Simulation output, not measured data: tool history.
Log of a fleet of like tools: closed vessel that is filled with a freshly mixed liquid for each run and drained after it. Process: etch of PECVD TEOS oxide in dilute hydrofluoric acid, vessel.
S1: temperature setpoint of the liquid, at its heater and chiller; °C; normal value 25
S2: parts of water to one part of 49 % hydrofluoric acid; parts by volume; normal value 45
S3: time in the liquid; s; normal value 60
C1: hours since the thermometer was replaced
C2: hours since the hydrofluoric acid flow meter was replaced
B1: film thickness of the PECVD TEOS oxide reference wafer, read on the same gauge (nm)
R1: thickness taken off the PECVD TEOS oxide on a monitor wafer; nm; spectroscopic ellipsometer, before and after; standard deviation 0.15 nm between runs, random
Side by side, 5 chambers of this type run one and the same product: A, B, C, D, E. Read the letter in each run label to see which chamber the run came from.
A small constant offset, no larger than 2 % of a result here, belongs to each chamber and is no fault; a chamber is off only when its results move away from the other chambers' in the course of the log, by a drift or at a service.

Run 1A, hour 7.2: usual settings; C1 470.2; C2 1726.9; B1 120.04. Result: R1 42.717 nm.
At hour 17.8: chamber A: hydrofluoric acid flow meter replaced.
Run 2B, hour 18.1: usual settings; C1 1021.1; C2 1079.5; B1 120.00. Result: R1 42.030 nm.
Run 3E, hour 30.3: usual settings; C1 516.1; C2 138.6; B1 120.00. Result: R1 41.881 nm.
Run 4C, hour 38.6: usual settings; C1 478.1; C2 1853.2; B1 119.99. Result: R1 42.733 nm.
Run 5D, hour 45.2: usual settings; C1 622.1; C2 1501.1; B1 119.99. Result: R1 42.971 nm.
Run 6C, hour 51.0: usual settings; C1 490.5; C2 1865.6; B1 120.03. Result: R1 42.411 nm.
Run 7E, hour 59.5: usual settings; C1 545.3; C2 167.8; B1 120.02. Result: R1 41.674 nm.
Run 8A, hour 67.4: usual settings; C1 530.4; C2 49.7; B1 120.05. Result: R1 42.768 nm.
Run 9D, hour 76.4: usual settings; C1 653.3; C2 1532.3; B1 120.02. Result: R1 43.167 nm.
Run 10B, hour 83.7: usual settings; C1 1086.7; C2 1145.1; B1 120.00. Result: R1 42.157 nm.
At hour 85.2: chamber C: hydrofluoric acid flow meter replaced.
At hour 87.9: chamber B: thermometer replaced.
Run 11A, hour 90.3: usual settings; C1 553.3; C2 72.6; B1 119.95. Result: R1 43.027 nm.
Run 12B, hour 101.5: usual settings; C1 13.7; C2 1162.9; B1 120.00. Result: R1 41.940 nm.
Run 13C, hour 109.3: usual settings; C1 548.8; C2 24.2; B1 119.99. Result: R1 42.463 nm.
Run 14E, hour 119.8: usual settings; C1 605.6; C2 228.1; B1 120.02. Result: R1 41.729 nm.
Run 15D, hour 126.4: usual settings; C1 703.3; C2 1582.3; B1 120.01. Result: R1 42.830 nm.
Run 16D, hour 138.8: usual settings; C1 715.7; C2 1594.7; B1 120.00. Result: R1 43.109 nm.
Run 17B, hour 148.3: usual settings; C1 60.5; C2 1209.7; B1 120.02. Result: R1 42.073 nm.
Run 18E, hour 161.6: usual settings; C1 647.4; C2 269.9; B1 120.04. Result: R1 41.875 nm.
Run 19C, hour 170.7: usual settings; C1 610.2; C2 85.6; B1 120.00. Result: R1 42.579 nm.
Run 20A, hour 180.4: usual settings; C1 643.4; C2 162.7; B1 120.03. Result: R1 42.842 nm.
Run 21B, hour 187.5: usual settings; C1 99.7; C2 1248.9; B1 120.00. Result: R1 41.830 nm.
Run 22A, hour 195.0: usual settings; C1 658.0; C2 177.3; B1 119.99. Result: R1 42.600 nm.
Run 23D, hour 200.8: usual settings; C1 777.7; C2 1656.7; B1 120.05. Result: R1 43.007 nm.
Run 24E, hour 207.6: usual settings; C1 693.4; C2 315.9; B1 119.97. Result: R1 41.823 nm.
At hour 209.8: chamber D: hydrofluoric acid flow meter replaced.
Run 25C, hour 215.2: usual settings; C1 654.7; C2 130.1; B1 119.94. Result: R1 42.249 nm.
Run 26D, hour 223.4: usual settings; C1 800.3; C2 13.7; B1 120.01. Result: R1 43.166 nm.
Run 27E, hour 232.6: usual settings; C1 718.4; C2 340.9; B1 120.01. Result: R1 41.922 nm.
Run 28B, hour 242.7: usual settings; C1 154.9; C2 1304.1; B1 120.03. Result: R1 41.943 nm.
Run 29A, hour 248.6: usual settings; C1 711.6; C2 230.9; B1 120.03. Result: R1 42.817 nm.
Run 30C, hour 260.2: usual settings but S2 30 parts by volume, S3 85 s; C1 699.7; C2 175.1; B1 119.95. Result: R1 93.069 nm.
Run 31D, hour 268.2: usual settings but S2 30 parts by volume, S3 85 s; C1 845.1; C2 58.5; B1 119.97. Result: R1 93.451 nm.
Run 32C, hour 277.9: usual settings but S2 30 parts by volume, S3 85 s; C1 717.4; C2 192.8; B1 120.03. Result: R1 92.943 nm.
Run 33B, hour 290.8: usual settings but S2 30 parts by volume, S3 85 s; C1 203.0; C2 1352.2; B1 120.00. Result: R1 90.984 nm.
Run 34A, hour 303.5: usual settings but S2 30 parts by volume, S3 85 s; C1 766.5; C2 285.8; B1 119.97. Result: R1 92.615 nm.
Run 35E, hour 311.4: usual settings; C1 797.2; C2 419.7; B1 120.01. Result: R1 41.823 nm.
Run 36A, hour 320.8: usual settings; C1 783.8; C2 303.1; B1 119.97. Result: R1 42.548 nm.

Predict what each chamber gives when all 5 of them run the settings below next.
Run 37A, hour 330.5: usual settings but S3 95 s. Result: R1 ?.
Run 37B, hour 330.5: usual settings but S3 95 s. Result: R1 ?.
Run 37C, hour 330.5: usual settings but S3 95 s. Result: R1 ?.
Run 37D, hour 330.5: usual settings but S3 95 s. Result: R1 ?.
Run 37E, hour 330.5: usual settings but S3 95 s. Result: R1 ?.

run      R1
37A  68.242
37B  66.664
37C  67.053
37D  68.151
37E  66.298

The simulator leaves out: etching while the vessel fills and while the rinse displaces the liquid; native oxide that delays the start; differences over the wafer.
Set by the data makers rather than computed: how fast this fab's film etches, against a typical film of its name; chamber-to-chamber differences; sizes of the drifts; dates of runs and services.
